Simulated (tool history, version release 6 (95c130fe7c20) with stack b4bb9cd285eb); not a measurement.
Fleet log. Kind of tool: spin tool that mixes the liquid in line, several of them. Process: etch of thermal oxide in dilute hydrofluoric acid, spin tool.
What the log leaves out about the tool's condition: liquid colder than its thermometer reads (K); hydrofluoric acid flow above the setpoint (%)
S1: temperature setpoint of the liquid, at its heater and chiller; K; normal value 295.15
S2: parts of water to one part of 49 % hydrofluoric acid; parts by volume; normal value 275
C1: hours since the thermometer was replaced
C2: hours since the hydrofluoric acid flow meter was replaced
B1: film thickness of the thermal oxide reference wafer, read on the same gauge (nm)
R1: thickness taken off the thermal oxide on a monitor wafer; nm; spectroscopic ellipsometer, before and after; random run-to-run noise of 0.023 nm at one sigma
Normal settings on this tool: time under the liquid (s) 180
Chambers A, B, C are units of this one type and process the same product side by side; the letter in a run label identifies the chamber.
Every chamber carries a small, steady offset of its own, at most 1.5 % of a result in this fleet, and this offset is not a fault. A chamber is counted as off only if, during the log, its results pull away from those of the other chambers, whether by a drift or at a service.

{"hour": 0.3, "done": "chamber A: thermometer replaced"}
{"run": "1C", "hour": 4.5, "S1": 295.15, "S2": 275, "time under the liquid (s)": 180, "C1": 10.3, "C2": 1181.4, "B1": 40.049, "R1": 2.5713}
{"run": "2A", "hour": 12.4, "S1": 295.15, "S2": 275, "time under the liquid (s)": 180, "C1": 12.2, "C2": 802.7, "B1": 39.997, "R1": 2.5705}
{"run": "3B", "hour": 19.9, "S1": 295.15, "S2": 275, "time under the liquid (s)": 180, "C1": 72.1, "C2": 480.9, "B1": 39.992, "R1": 2.6057}
{"run": "4B", "hour": 25.0, "S1": 295.15, "S2": 275, "time under the liquid (s)": 180, "C1": 77.2, "C2": 486.0, "B1": 39.991, "R1": 2.5656}
{"run": "5C", "hour": 30.7, "S1": 295.15, "S2": 210, "time under the liquid (s)": 265, "C1": 36.5, "C2": 1207.6, "B1": 39.984, "R1": 5.2307}
{"run": "6A", "hour": 38.5, "S1": 295.15, "S2": 210, "time under the liquid (s)": 265, "C1": 38.3, "C2": 828.8, "B1": 40.013, "R1": 5.2001}
{"run": "7C", "hour": 45.9, "S1": 295.15, "S2": 210, "time under the liquid (s)": 265, "C1": 51.7, "C2": 1222.8, "B1": 39.997, "R1": 5.2003}
{"run": "8A", "hour": 51.3, "S1": 295.15, "S2": 275, "time under the liquid (s)": 180, "C1": 51.1, "C2": 841.6, "B1": 40.022, "R1": 2.551}
{"run": "9B", "hour": 57.3, "S1": 295.15, "S2": 275, "time under the liquid (s)": 180, "C1": 109.5, "C2": 518.3, "B1": 39.985, "R1": 2.5641}
{"run": "10B", "hour": 63.3, "S1": 295.15, "S2": 275, "time under the liquid (s)": 180, "C1": 115.5, "C2": 524.3, "B1": 39.994, "R1": 2.561}
{"run": "11A", "hour": 70.9, "S1": 295.15, "S2": 275, "time under the liquid (s)": 180, "C1": 70.7, "C2": 861.2, "B1": 40.002, "R1": 2.5609}
{"run": "12C", "hour": 74.6, "S1": 295.15, "S2": 275, "time under the liquid (s)": 180, "C1": 80.4, "C2": 1251.5, "B1": 39.99, "R1": 2.5318}
{"run": "13C", "hour": 81.9, "S1": 292.65, "S2": 405, "time under the liquid (s)": 180, "C1": 87.7, "C2": 1258.8, "B1": 40.003, "R1": 1.4131}
{"run": "14B", "hour": 86.4, "S1": 292.65, "S2": 405, "time under the liquid (s)": 180, "C1": 138.6, "C2": 547.4, "B1": 39.958, "R1": 1.4415}
{"run": "15A", "hour": 90.1, "S1": 292.65, "S2": 405, "time under the liquid (s)": 180, "C1": 89.9, "C2": 880.4, "B1": 39.988, "R1": 1.4131}
{"run": "16A", "hour": 93.9, "S1": 295.15, "S2": 275, "time under the liquid (s)": 180, "C1": 93.7, "C2": 884.2, "B1": 40.016, "R1": 2.6022}
{"run": "17C", "hour": 100.8, "S1": 295.15, "S2": 275, "time under the liquid (s)": 180, "C1": 106.6, "C2": 1277.7, "B1": 40.015, "R1": 2.5313}
{"run": "18B", "hour": 108.5, "S1": 295.15, "S2": 275, "time under the liquid (s)": 180, "C1": 160.7, "C2": 569.5, "B1": 40.04, "R1": 2.673}
{"run": "19C", "hour": 114.1, "S1": 295.15, "S2": 275, "time under the liquid (s)": 180, "C1": 119.9, "C2": 1291.0, "B1": 40.005, "R1": 2.5206}
{"run": "20A", "hour": 121.1, "S1": 295.15, "S2": 275, "time under the liquid (s)": 180, "C1": 120.9, "C2": 911.4, "B1": 40.017, "R1": 2.5531}
{"run": "21B", "hour": 126.4, "S1": 295.15, "S2": 275, "time under the liquid (s)": 180, "C1": 178.6, "C2": 587.4, "B1": 39.992, "R1": 2.6975}
{"run": "22A", "hour": 133.3, "S1": 295.15, "S2": 275, "time under the liquid (s)": 180, "C1": 133.1, "C2": 923.6, "B1": 39.989, "R1": 2.6157}
{"run": "23B", "hour": 137.8, "S1": 291.15, "S2": 275, "time under the liquid (s)": 180, "C1": 190.0, "C2": 598.8, "B1": 40.008, "R1": 2.3506}
{"run": "24C", "hour": 142.6, "S1": 291.15, "S2": 275, "time under the liquid (s)": 180, "C1": 148.4, "C2": 1319.5, "B1": 39.979, "R1": 2.1677}
{"run": "25C", "hour": 150.8, "S1": 291.15, "S2": 275, "time under the liquid (s)": 180, "C1": 156.6, "C2": 1327.7, "B1": 39.995, "R1": 2.155}
{"run": "26B", "hour": 154.9, "S1": 295.15, "S2": 275, "time under the liquid (s)": 180, "C1": 207.1, "C2": 615.9, "B1": 39.972, "R1": 2.778}
{"run": "27A", "hour": 160.2, "S1": 295.15, "S2": 275, "time under the liquid (s)": 180, "C1": 160.0, "C2": 950.5, "B1": 39.979, "R1": 2.5609}
{"run": "28B", "hour": 165.4, "S1": 295.15, "S2": 275, "time under the liquid (s)": 180, "C1": 217.6, "C2": 626.4, "B1": 39.987, "R1": 2.768}
{"run": "29A", "hour": 173.2, "S1": 295.15, "S2": 275, "time under the liquid (s)": 180, "C1": 173.0, "C2": 963.5, "B1": 40.0, "R1": 2.5842}
{"run": "30C", "hour": 180.6, "S1": 295.15, "S2": 275, "time under the liquid (s)": 180, "C1": 186.4, "C2": 1357.5, "B1": 40.022, "R1": 2.5284}
{"run": "31A", "hour": 188.1, "S1": 295.15, "S2": 275, "time under the liquid (s)": 180, "C1": 187.9, "C2": 978.4, "B1": 40.009, "R1": 2.5745}
{"run": "32B", "hour": 196.2, "S1": 299.65, "S2": 275, "time under the liquid (s)": 180, "C1": 248.4, "C2": 657.2, "B1": 40.026, "R1": 3.2913}
{"run": "33C", "hour": 202.3, "S1": 299.65, "S2": 275, "time under the liquid (s)": 180, "C1": 208.1, "C2": 1379.2, "B1": 39.983, "R1": 3.0222}
{"run": "34B", "hour": 208.3, "S1": 299.65, "S2": 275, "time under the liquid (s)": 180, "C1": 260.5, "C2": 669.3, "B1": 40.012, "R1": 3.3425}
{"run": "35A", "hour": 215.4, "S1": 295.15, "S2": 275, "time under the liquid (s)": 180, "C1": 215.2, "C2": 1005.7, "B1": 39.999, "R1": 2.5543}

Each of the 3 chambers runs these same settings next. Fill in every chamber's results:
{"run": "36A", "hour": 221.3, "S1": 295.15, "S2": 275, "time under the liquid (s)": 250, "R1": "?"}
{"run": "36B", "hour": 221.3, "S1": 295.15, "S2": 275, "time under the liquid (s)": 250, "R1": "?"}
{"run": "36C", "hour": 221.3, "S1": 295.15, "S2": 275, "time under the liquid (s)": 250, "R1": "?"}

run=36A R1=3.5781
run=36B R1=3.9478
run=36C R1=3.4975
